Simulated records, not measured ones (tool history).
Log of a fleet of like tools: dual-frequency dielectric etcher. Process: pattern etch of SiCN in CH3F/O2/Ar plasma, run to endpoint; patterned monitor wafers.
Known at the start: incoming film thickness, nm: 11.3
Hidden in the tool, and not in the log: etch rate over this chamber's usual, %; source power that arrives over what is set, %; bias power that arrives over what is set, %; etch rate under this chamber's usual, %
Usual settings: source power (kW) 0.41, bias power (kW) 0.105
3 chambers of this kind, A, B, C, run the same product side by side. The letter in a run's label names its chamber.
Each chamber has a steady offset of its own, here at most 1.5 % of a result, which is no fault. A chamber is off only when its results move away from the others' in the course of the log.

run  hour  source power (kW)  bias power (kW)  hours since the last wet clean  hours since the last source power generator calibration  hours since the last bias power generator calibration  endpoint time (s)
 1A   4.4               0.41            0.105                           257.3                                                   1082.1                                                  725.5             26.248
 2B     8               0.41            0.105                            81.6                                                     96.2                                                  734.3             25.934
 3C  10.3               0.41            0.105                           550.6                                                   2364.3                                                 1183.7             26.358
 4C  14.6               0.41            0.105                           554.9                                                   2368.6                                                   1188             26.316
 5A  17.6               0.41            0.105                           270.5                                                   1095.3                                                  738.7             25.999
 6B  20.5               0.41            0.105                            94.1                                                    108.7                                                  746.8             25.986
 7B  25.1               0.41            0.105                            98.7                                                    113.3                                                  751.4             25.999
 8C  28.1               0.32            0.127                           568.4                                                   2382.1                                                 1201.5             26.673
 9A  31.7               0.32            0.127                           284.6                                                   1109.4                                                  752.8             26.634
10B    34               0.32            0.127                           107.6                                                    122.2                                                  760.3             26.578
11C  38.6               0.41            0.105                           578.9                                                   2392.6                                                   1212             26.326
12A    41               0.41            0.105                           293.9                                                   1118.7                                                  762.1             26.129
     42.5  -- chamber C: wet clean of the chamber
13C  44.1               0.34            0.087                             1.6                                                   2398.1                                                 1217.5             31.678
14B  46.3               0.34            0.087                           119.9                                                    134.5                                                  772.6             29.871
15A  49.3               0.34            0.087                           302.2                                                     1127                                                  770.4             30.077
16C  52.4               0.41            0.105                             9.9                                                   2406.4                                                 1225.8             27.467
17A  56.6               0.41            0.105                           309.5                                                   1134.3                                                  777.7             26.122
18B  58.8               0.41            0.105                           132.4                                                      147                                                  785.1             25.836
19A  62.3               0.41             0.09                           315.2                                                     1140                                                  783.4             27.845
20B  66.8               0.41             0.09                           140.4                                                      155                                                  793.1             27.556
21C  70.7               0.41             0.09                            28.2                                                   2424.7                                                 1244.1             29.008
22B  73.2               0.41            0.105                           146.8                                                    161.4                                                  799.5             25.906
23C  76.6               0.41            0.105                            34.1                                                   2430.6                                                   1250             27.411

All 3 chambers run these settings next. Forecast each chamber's results:
24A  79.9               0.41            0.105                                                                                                                                                                  ?
24B  79.9               0.41            0.105                                                                                                                                                                  ?
24C  79.9               0.41            0.105                                                                                                                                                                  ?

run  endpoint time (s)
24A             26.068
24B             25.854
24C             27.346
